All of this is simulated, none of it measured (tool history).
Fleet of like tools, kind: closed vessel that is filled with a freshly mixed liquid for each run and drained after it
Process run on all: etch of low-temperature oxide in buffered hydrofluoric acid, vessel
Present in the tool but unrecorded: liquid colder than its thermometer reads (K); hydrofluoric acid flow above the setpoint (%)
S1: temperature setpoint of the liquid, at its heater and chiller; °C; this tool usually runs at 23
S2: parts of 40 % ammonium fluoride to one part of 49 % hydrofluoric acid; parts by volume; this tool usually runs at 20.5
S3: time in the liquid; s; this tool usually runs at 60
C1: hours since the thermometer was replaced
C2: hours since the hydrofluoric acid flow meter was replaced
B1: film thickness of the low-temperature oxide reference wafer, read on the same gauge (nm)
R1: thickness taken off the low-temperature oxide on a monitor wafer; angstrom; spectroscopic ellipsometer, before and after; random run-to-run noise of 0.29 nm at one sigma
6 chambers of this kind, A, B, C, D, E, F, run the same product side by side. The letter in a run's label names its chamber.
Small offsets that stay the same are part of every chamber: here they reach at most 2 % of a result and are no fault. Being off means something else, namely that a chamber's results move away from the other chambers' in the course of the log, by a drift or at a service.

run 1E day=0.546 | S1=23 S2=20.5 S3=60 | C1=521.5 C2=787.7 | B1=69.974 | R1=561.15
run 2A day=1.079 | S1=23 S2=20.5 S3=60 | C1=36 C2=675.6 | B1=69.983 | R1=565.05
run 3D day=1.379 | S1=23 S2=20.5 S3=60 | C1=1287.6 C2=1475.3 | B1=69.998 | R1=569.11
run 4F day=1.812 | S1=23 S2=20.5 S3=60 | C1=239.3 C2=887 | B1=69.99 | R1=574.01
run 5C day=2.254 | S1=23 S2=20.5 S3=60 | C1=274.7 C2=56.8 | B1=69.993 | R1=567.45
run 6B day=2.783 | S1=23 S2=14 S3=60 | C1=701.9 C2=1664.4 | B1=69.979 | R1=832.91
-- day=3.208 chamber B: hydrofluoric acid flow meter replaced
run 7C day=3.329 | S1=23 S2=14 S3=60 | C1=300.5 C2=82.6 | B1=69.979 | R1=812.74
run 8A day=3.638 | S1=23 S2=14 S3=60 | C1=97.4 C2=737 | B1=69.997 | R1=811.09
run 9B day=3.933 | S1=23 S2=14 S3=60 | C1=729.5 C2=17.5 | B1=70.009 | R1=815.82
run 10E day=4.471 | S1=23 S2=14 S3=60 | C1=615.7 C2=881.9 | B1=70.023 | R1=810.22
-- day=4.571 chamber E: thermometer replaced
run 11D day=5.029 | S1=23 S2=14 S3=60 | C1=1375.2 C2=1562.9 | B1=70.017 | R1=810.21
-- day=5.267 chamber F: hydrofluoric acid flow meter replaced
run 12F day=5.446 | S1=23 S2=20.5 S3=60 | C1=326.5 C2=4.4 | B1=70.003 | R1=577.13
-- day=5.842 chamber D: hydrofluoric acid flow meter replaced
run 13A day=5.925 | S1=23 S2=20.5 S3=40 | C1=152.3 C2=791.9 | B1=70.023 | R1=376.92
run 14C day=6.317 | S1=23 S2=20.5 S3=40 | C1=372.2 C2=154.3 | B1=69.964 | R1=376.22
run 15E day=6.633 | S1=23 S2=20.5 S3=40 | C1=49.5 C2=933.8 | B1=69.985 | R1=374.78
run 16F day=6.996 | S1=23 S2=20.5 S3=40 | C1=363.7 C2=41.6 | B1=69.995 | R1=380.42
run 17D day=7.358 | S1=23 S2=20.5 S3=40 | C1=1431.1 C2=36.5 | B1=70.02 | R1=376.65
run 18B day=7.883 | S1=23 S2=20.5 S3=40 | C1=824.3 C2=112.3 | B1=70.006 | R1=376.46
run 19C day=8.279 | S1=23 S2=28 S3=60 | C1=419.3 C2=201.4 | B1=70.027 | R1=453.19
run 20D day=8.642 | S1=23 S2=28 S3=60 | C1=1461.9 C2=67.3 | B1=69.972 | R1=461
run 21F day=8.958 | S1=23 S2=28 S3=60 | C1=410.8 C2=88.7 | B1=70.002 | R1=459.75
run 22E day=9.429 | S1=23 S2=28 S3=60 | C1=116.6 C2=1000.9 | B1=70.012 | R1=456.32
run 23B day=9.733 | S1=23 S2=28 S3=60 | C1=868.7 C2=156.7 | B1=69.987 | R1=456.73
run 24A day=10.221 | S1=23 S2=28 S3=60 | C1=255.4 C2=895 | B1=69.992 | R1=457.49
run 25A day=10.712 | S1=23 S2=20.5 S3=60 | C1=267.2 C2=906.8 | B1=69.992 | R1=567
run 26E day=11.008 | S1=23 S2=20.5 S3=60 | C1=154.5 C2=1038.8 | B1=69.963 | R1=567.08
run 27D day=11.279 | S1=23 S2=20.5 S3=60 | C1=1525.2 C2=130.6 | B1=69.994 | R1=561.43
run 28F day=11.875 | S1=23 S2=20.5 S3=60 | C1=480.8 C2=158.7 | B1=69.981 | R1=572.74
-- day=12.125 chamber E: hydrofluoric acid flow meter replaced
run 29C day=12.388 | S1=23 S2=20.5 S3=60 | C1=517.9 C2=300 | B1=69.991 | R1=550.71
run 30B day=12.762 | S1=23 S2=20.5 S3=60 | C1=941.4 C2=229.4 | B1=69.985 | R1=566.4
run 31D day=13.192 | S1=27.5 S2=24 S3=60 | C1=1571.1 C2=176.5 | B1=69.998 | R1=645.17
run 32A day=13.796 | S1=27.5 S2=24 S3=60 | C1=341.2 C2=980.8 | B1=69.998 | R1=649.78
run 33C day=14.354 | S1=27.5 S2=24 S3=60 | C1=565.1 C2=347.2 | B1=70.034 | R1=615.02
run 34E day=14.775 | S1=27.5 S2=24 S3=60 | C1=244.9 C2=63.7 | B1=69.986 | R1=645.02
run 35B day=15.096 | S1=27.5 S2=24 S3=60 | C1=997.4 C2=285.4 | B1=69.987 | R1=648.3
run 36F day=15.492 | S1=27.5 S2=24 S3=60 | C1=567.6 C2=245.5 | B1=69.978 | R1=659.42
run 37E day=15.85 | S1=23 S2=20.5 S3=60 | C1=270.7 C2=89.5 | B1=70.019 | R1=564.48
run 38A day=16.175 | S1=23 S2=20.5 S3=60 | C1=398.3 C2=1037.9 | B1=70.012 | R1=565.37
run 39F day=16.475 | S1=19.5 S2=23 S3=60 | C1=591.2 C2=269.1 | B1=69.996 | R1=431.51
run 40C day=17.062 | S1=19.5 S2=23 S3=60 | C1=630.1 C2=412.2 | B1=69.993 | R1=407.2
run 41B day=17.575 | S1=19.5 S2=23 S3=60 | C1=1056.9 C2=344.9 | B1=69.982 | R1=429.66
run 42D day=18.171 | S1=19.5 S2=23 S3=60 | C1=1690.6 C2=296 | B1=70.016 | R1=430.81

Predict what each chamber gives when all 6 of them run the settings below next.
run 43A day=18.604 | S1=23 S2=17 S3=60 | R1=?
run 43B day=18.604 | S1=23 S2=17 S3=60 | R1=?
run 43C day=18.604 | S1=23 S2=17 S3=60 | R1=?
run 43D day=18.604 | S1=23 S2=17 S3=60 | R1=?
run 43E day=18.604 | S1=23 S2=17 S3=60 | R1=?
run 43F day=18.604 | S1=23 S2=17 S3=60 | R1=?

run=43A R1=670.95
run=43B R1=675.56
run=43C R1=630.94
run=43D R1=666.87
run=43E R1=670.41
run=43F R1=687.2
